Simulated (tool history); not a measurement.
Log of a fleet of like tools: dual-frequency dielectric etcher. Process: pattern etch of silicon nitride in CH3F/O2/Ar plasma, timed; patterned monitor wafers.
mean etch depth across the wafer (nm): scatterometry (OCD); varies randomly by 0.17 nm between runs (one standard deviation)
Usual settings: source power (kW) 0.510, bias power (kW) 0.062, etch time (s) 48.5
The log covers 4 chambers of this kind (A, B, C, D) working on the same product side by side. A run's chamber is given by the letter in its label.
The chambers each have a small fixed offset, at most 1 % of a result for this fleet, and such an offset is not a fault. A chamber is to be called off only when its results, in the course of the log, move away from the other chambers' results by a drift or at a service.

| run | hour | source power (kW) | bias power (kW) | etch time (s) | hours since the last wet clean | hours since the last source power generator calibration | hours since the last bias power generator calibration | read-back reference wafer on the same gauge, depth_nm | mean etch depth across the wafer (nm) |
|---|---|---|---|---|---|---|---|---|---|
| 1B | 7.6 | 0.510 | 0.062 | 48.5 | 228.9 | 890.3 | 3042.1 | 31.214 | 35.139 |
| 2A | 14.4 | 0.510 | 0.062 | 48.5 | 115.0 | 442.0 | 2094.9 | 31.194 | 34.985 |
| 3D | 19.1 | 0.510 | 0.062 | 48.5 | 391.1 | 1900.4 | 2146.9 | 31.220 | 35.617 |
| 4C | 25.7 | 0.510 | 0.062 | 48.5 | 114.1 | 1154.7 | 1715.9 | 31.206 | 35.761 |
| 5B | 32.9 | 0.510 | 0.062 | 48.5 | 254.2 | 915.6 | 3067.4 | 31.173 | 35.062 |
| 6C | 37.3 | 0.560 | 0.062 | 58.5 | 125.7 | 1166.3 | 1727.5 | 31.200 | 44.864 |
| 7A | 41.7 | 0.560 | 0.062 | 58.5 | 142.3 | 469.3 | 2122.2 | 31.199 | 43.965 |
|  | 45.3 | chamber D: source power generator calibrated |
| 8D | 47.2 | 0.560 | 0.062 | 58.5 | 419.2 | 1.9 | 2175.0 | 31.239 | 44.514 |
| 9B | 53.6 | 0.560 | 0.062 | 58.5 | 274.9 | 936.3 | 3088.1 | 31.191 | 43.918 |
| 10D | 60.4 | 0.510 | 0.062 | 48.5 | 432.4 | 15.1 | 2188.2 | 31.218 | 35.556 |
| 11C | 64.5 | 0.510 | 0.062 | 48.5 | 152.9 | 1193.5 | 1754.7 | 31.188 | 35.551 |
| 12A | 68.3 | 0.510 | 0.054 | 56.0 | 168.9 | 495.9 | 2148.8 | 31.201 | 39.118 |
| 13B | 73.4 | 0.510 | 0.054 | 56.0 | 294.7 | 956.1 | 3107.9 | 31.249 | 38.765 |
| 14C | 76.9 | 0.510 | 0.054 | 56.0 | 165.3 | 1205.9 | 1767.1 | 31.198 | 39.449 |
| 15A | 81.1 | 0.510 | 0.054 | 56.0 | 181.7 | 508.7 | 2161.6 | 31.193 | 39.374 |
| 16D | 86.4 | 0.510 | 0.062 | 48.5 | 458.4 | 41.1 | 2214.2 | 31.196 | 35.221 |
| 17D | 93.8 | 0.510 | 0.072 | 41.5 | 465.8 | 48.5 | 2221.6 | 31.183 | 32.039 |
| 18A | 101.3 | 0.510 | 0.072 | 41.5 | 201.9 | 528.9 | 2181.8 | 31.205 | 32.069 |
| 19C | 108.2 | 0.510 | 0.072 | 41.5 | 196.6 | 1237.2 | 1798.4 | 31.194 | 32.216 |
| 20B | 112.6 | 0.510 | 0.072 | 41.5 | 333.9 | 995.3 | 3147.1 | 31.172 | 31.793 |
| 21D | 117.1 | 0.510 | 0.062 | 48.5 | 489.1 | 71.8 | 2244.9 | 31.186 | 35.770 |
| 22C | 120.8 | 0.510 | 0.062 | 48.5 | 209.2 | 1249.8 | 1811.0 | 31.215 | 36.023 |
|  | 122.2 | chamber D: bias power generator calibrated |
| 23B | 128.5 | 0.510 | 0.062 | 48.5 | 349.8 | 1011.2 | 3163.0 | 31.201 | 35.450 |
|  | 134.5 | chamber C: bias power generator calibrated |
| 24A | 135.6 | 0.510 | 0.062 | 48.5 | 236.2 | 563.2 | 2216.1 | 31.200 | 36.179 |
| 25C | 139.2 | 0.510 | 0.062 | 48.5 | 227.6 | 1268.2 | 4.7 | 31.210 | 36.013 |
|  | 139.9 | chamber B: wet clean of the chamber |
| 26D | 144.6 | 0.510 | 0.062 | 48.5 | 516.6 | 99.3 | 22.5 | 31.164 | 35.775 |
| 27B | 148.2 | 0.510 | 0.062 | 48.5 | 8.3 | 1030.9 | 3182.7 | 31.202 | 35.233 |
| 28A | 154.7 | 0.510 | 0.062 | 48.5 | 255.3 | 582.3 | 2235.2 | 31.209 | 36.361 |
| 29C | 160.3 | 0.510 | 0.062 | 48.5 | 248.7 | 1289.3 | 25.8 | 31.218 | 35.577 |
| 30B | 165.3 | 0.510 | 0.062 | 48.5 | 25.4 | 1048.0 | 3199.8 | 31.186 | 34.893 |
| 31D | 168.9 | 0.510 | 0.062 | 48.5 | 540.9 | 123.6 | 46.8 | 31.185 | 36.087 |

The same settings go to every chamber for the next run, one line per chamber below. Forecast the results for each:
| 32A | 174.7 | 0.510 | 0.062 | 48.5 |  |  |  |  | ? |
| 32B | 174.7 | 0.510 | 0.062 | 48.5 |  |  |  |  | ? |
| 32C | 174.7 | 0.510 | 0.062 | 48.5 |  |  |  |  | ? |
| 32D | 174.7 | 0.510 | 0.062 | 48.5 |  |  |  |  | ? |

| run | mean etch depth across the wafer (nm) |
|---|---|
| 32A | 36.587 |
| 32B | 35.113 |
| 32C | 35.805 |
| 32D | 35.618 |

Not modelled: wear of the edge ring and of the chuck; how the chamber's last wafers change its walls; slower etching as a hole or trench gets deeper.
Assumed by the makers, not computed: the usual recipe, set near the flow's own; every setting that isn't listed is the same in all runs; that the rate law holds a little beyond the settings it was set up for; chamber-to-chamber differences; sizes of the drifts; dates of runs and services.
